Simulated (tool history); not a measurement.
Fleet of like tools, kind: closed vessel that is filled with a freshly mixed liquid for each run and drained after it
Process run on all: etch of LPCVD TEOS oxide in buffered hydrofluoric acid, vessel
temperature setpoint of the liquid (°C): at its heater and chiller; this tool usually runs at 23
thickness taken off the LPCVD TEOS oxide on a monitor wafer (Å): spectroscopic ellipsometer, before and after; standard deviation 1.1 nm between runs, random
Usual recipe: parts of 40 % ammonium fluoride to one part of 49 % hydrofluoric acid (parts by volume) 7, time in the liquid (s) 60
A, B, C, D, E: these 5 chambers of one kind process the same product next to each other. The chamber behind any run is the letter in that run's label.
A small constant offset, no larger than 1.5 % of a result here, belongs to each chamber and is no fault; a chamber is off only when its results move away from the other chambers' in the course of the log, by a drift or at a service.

run,hour,temperature setpoint of the liquid (°C),parts of 40 % ammonium fluoride to one part of 49 % hydrofluoric acid (parts by volume),time in the liquid (s),"read-back film thickness of the LPCVD TEOS oxide reference wafer, read on the same gauge (nm)",thickness taken off the LPCVD TEOS oxide on a monitor wafer (Å)
1A,9.2,23,7,60,140.04,1308.4
2E,18.1,23,7,60,139.97,1261.7
3B,30.3,23,7,60,139.98,1245.7
4D,37.3,23,7,60,140.02,1279.4
5C,45.6,23,6,85,140,2089.6
6E,59,23,6,85,139.97,2040.1
7D,66.6,23,6,85,140.02,2046.9
8A,76.2,23,6,85,139.98,2121.2
9C,88.7,23,6,85,139.95,2079.8
10B,99.6,23,7,50,140.01,1046.4
11A,107.5,23,7,50,140,1089.1
12C,117.3,23,7,50,140,1062.2
13D,123.4,23,7,50,140.03,1054.4
14E,129.6,23,7,50,140.01,1055.7
15B,136.8,23,7,60,139.98,1254.9
16C,149.3,23,7,60,140.03,1288
17D,161.2,23,7,60,140.01,1260.8
18B,174,23,7,60,140.01,1269.4
19A,184.6,23,7,60,140.04,1288.8
20E,190.7,23,7,60,139.99,1262.5
21C,201.4,23,7,60,140.04,1268.1
22A,211.3,23,7,60,140.03,1288.1
23B,223.9,23,7,70,139.98,1484
24E,232.6,23,7,70,139.98,1458.4
25D,239.7,23,7,70,140.01,1453.3
26B,251.3,23,7,70,140.02,1461.5
27D,264.9,23,7,70,139.96,1443.6
28C,278.2,23,5,30,139.99,875.5
29E,285,23,5,30,139.97,852.93
# hour 289: chamber B: thermometer replaced
30A,291.9,23,5,30,139.99,860.4
31A,300.7,23,5,30,140.01,856.28
32E,309.1,23,5,30,140.01,837.59
33B,321.8,23,7,60,140.01,1268
34C,335.5,23,7,60,139.99,1279.9
35D,345.6,23,7,60,140,1208.2
36A,354.4,23,7,60,139.97,1295.9
37C,366.9,23,7,60,140.04,1280.3
38D,378.8,23,7,60,139.99,1202.4
39E,387.9,23,7,60,139.96,1261
40B,394.4,23,7,60,140.02,1259.3
41B,403.6,23,7,60,140.02,1263.5
42D,415.9,23,7,60,139.97,1202.2
43C,423.1,23,7,60,139.98,1300
44A,435.6,23,5,45,139.98,1301.5

All chambers now run identical settings, listed one chamber a line with results as question marks. What results will each chamber show?
45A,445.5,23,7,60,,?
45B,445.5,23,7,60,,?
45C,445.5,23,7,60,,?
45D,445.5,23,7,60,,?
45E,445.5,23,7,60,,?

run,thickness taken off the LPCVD TEOS oxide on a monitor wafer (Å)
45A,1279
45B,1252.1
45C,1279.9
45D,1219
45E,1262.1
